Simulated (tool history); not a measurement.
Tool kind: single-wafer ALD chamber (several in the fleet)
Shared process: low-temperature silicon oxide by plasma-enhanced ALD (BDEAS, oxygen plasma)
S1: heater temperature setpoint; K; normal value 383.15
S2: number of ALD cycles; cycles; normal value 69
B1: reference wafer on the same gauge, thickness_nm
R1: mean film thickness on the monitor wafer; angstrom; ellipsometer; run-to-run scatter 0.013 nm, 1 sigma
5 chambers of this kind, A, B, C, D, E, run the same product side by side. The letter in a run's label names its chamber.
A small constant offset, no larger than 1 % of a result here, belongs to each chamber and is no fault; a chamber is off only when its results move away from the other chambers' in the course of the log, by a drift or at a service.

{"run": "1C", "hour": 7.4, "S1": 383.15, "S2": 69, "B1": 9.4834, "R1": 97.102}
{"run": "2A", "hour": 16.5, "S1": 383.15, "S2": 69, "B1": 9.4819, "R1": 96.762}
{"run": "3D", "hour": 30.2, "S1": 383.15, "S2": 69, "B1": 9.4888, "R1": 96.585}
{"run": "4E", "hour": 42.9, "S1": 383.15, "S2": 69, "B1": 9.4837, "R1": 97.052}
{"run": "5B", "hour": 57.2, "S1": 383.15, "S2": 69, "B1": 9.4883, "R1": 97.548}
{"run": "6C", "hour": 64.3, "S1": 383.15, "S2": 69, "B1": 9.4896, "R1": 96.836}
{"run": "7E", "hour": 72.7, "S1": 383.15, "S2": 69, "B1": 9.49, "R1": 97.273}
{"run": "8D", "hour": 84.1, "S1": 383.15, "S2": 69, "B1": 9.4896, "R1": 96.342}
{"run": "9A", "hour": 92.3, "S1": 383.15, "S2": 69, "B1": 9.4934, "R1": 96.833}
{"run": "10B", "hour": 106.2, "S1": 383.15, "S2": 69, "B1": 9.4912, "R1": 97.732}
{"run": "11B", "hour": 118.1, "S1": 383.15, "S2": 69, "B1": 9.4935, "R1": 97.697}
{"run": "12E", "hour": 126.3, "S1": 383.15, "S2": 69, "B1": 9.4973, "R1": 97.358}
{"run": "13A", "hour": 139.8, "S1": 383.15, "S2": 69, "B1": 9.5011, "R1": 96.959}
{"run": "14C", "hour": 147.3, "S1": 383.15, "S2": 69, "B1": 9.5008, "R1": 97.059}
{"run": "15D", "hour": 155.9, "S1": 383.15, "S2": 69, "B1": 9.5023, "R1": 96.469}
{"run": "16B", "hour": 170.2, "S1": 383.15, "S2": 56, "B1": 9.5048, "R1": 79.153}
{"run": "17E", "hour": 178.4, "S1": 383.15, "S2": 56, "B1": 9.4993, "R1": 79.134}
{"run": "18A", "hour": 190.2, "S1": 383.15, "S2": 56, "B1": 9.5047, "R1": 78.754}
{"run": "19D", "hour": 196.7, "S1": 383.15, "S2": 56, "B1": 9.5052, "R1": 78.55}
{"run": "20C", "hour": 205.2, "S1": 383.15, "S2": 56, "B1": 9.505, "R1": 78.853}
{"run": "21A", "hour": 218.4, "S1": 383.15, "S2": 69, "B1": 9.5097, "R1": 97.182}
{"run": "22B", "hour": 225.1, "S1": 383.15, "S2": 69, "B1": 9.5105, "R1": 97.763}
{"run": "23C", "hour": 237.3, "S1": 383.15, "S2": 69, "B1": 9.5144, "R1": 97.195}
{"run": "24E", "hour": 249.8, "S1": 392.15, "S2": 69, "B1": 9.5152, "R1": 95.874}
{"run": "25D", "hour": 262.9, "S1": 392.15, "S2": 69, "B1": 9.5157, "R1": 95.169}
{"run": "26A", "hour": 271.2, "S1": 392.15, "S2": 69, "B1": 9.5171, "R1": 95.63}
{"run": "27B", "hour": 280.7, "S1": 392.15, "S2": 69, "B1": 9.5135, "R1": 96.156}
{"run": "28C", "hour": 287.5, "S1": 392.15, "S2": 69, "B1": 9.5198, "R1": 95.641}
{"run": "29E", "hour": 300.9, "S1": 383.15, "S2": 69, "B1": 9.5192, "R1": 97.467}
{"run": "30D", "hour": 312.2, "S1": 383.15, "S2": 69, "B1": 9.5207, "R1": 97.058}
{"run": "31C", "hour": 322.5, "S1": 383.15, "S2": 69, "B1": 9.5269, "R1": 97.292}
{"run": "32B", "hour": 330.1, "S1": 383.15, "S2": 69, "B1": 9.5286, "R1": 97.996}
{"run": "33D", "hour": 339.9, "S1": 383.15, "S2": 69, "B1": 9.5224, "R1": 97.266}
{"run": "34A", "hour": 348.6, "S1": 383.15, "S2": 69, "B1": 9.5259, "R1": 97.227}
{"run": "35E", "hour": 359.7, "S1": 383.15, "S2": 69, "B1": 9.5307, "R1": 97.862}
{"run": "36C", "hour": 372.8, "S1": 383.15, "S2": 69, "B1": 9.5317, "R1": 97.482}
{"run": "37D", "hour": 386.3, "S1": 383.15, "S2": 69, "B1": 9.5347, "R1": 96.81}

All chambers now run identical settings, listed one chamber a line with results as question marks. What results will each chamber show?
{"run": "38A", "hour": 397.0, "S1": 383.15, "S2": 69, "R1": "?"}
{"run": "38B", "hour": 397.0, "S1": 383.15, "S2": 69, "R1": "?"}
{"run": "38C", "hour": 397.0, "S1": 383.15, "S2": 69, "R1": "?"}
{"run": "38D", "hour": 397.0, "S1": 383.15, "S2": 69, "R1": "?"}
{"run": "38E", "hour": 397.0, "S1": 383.15, "S2": 69, "R1": "?"}

run=38A R1=97.351
run=38B R1=98.113
run=38C R1=97.509
run=38D R1=96.869
run=38E R1=97.395

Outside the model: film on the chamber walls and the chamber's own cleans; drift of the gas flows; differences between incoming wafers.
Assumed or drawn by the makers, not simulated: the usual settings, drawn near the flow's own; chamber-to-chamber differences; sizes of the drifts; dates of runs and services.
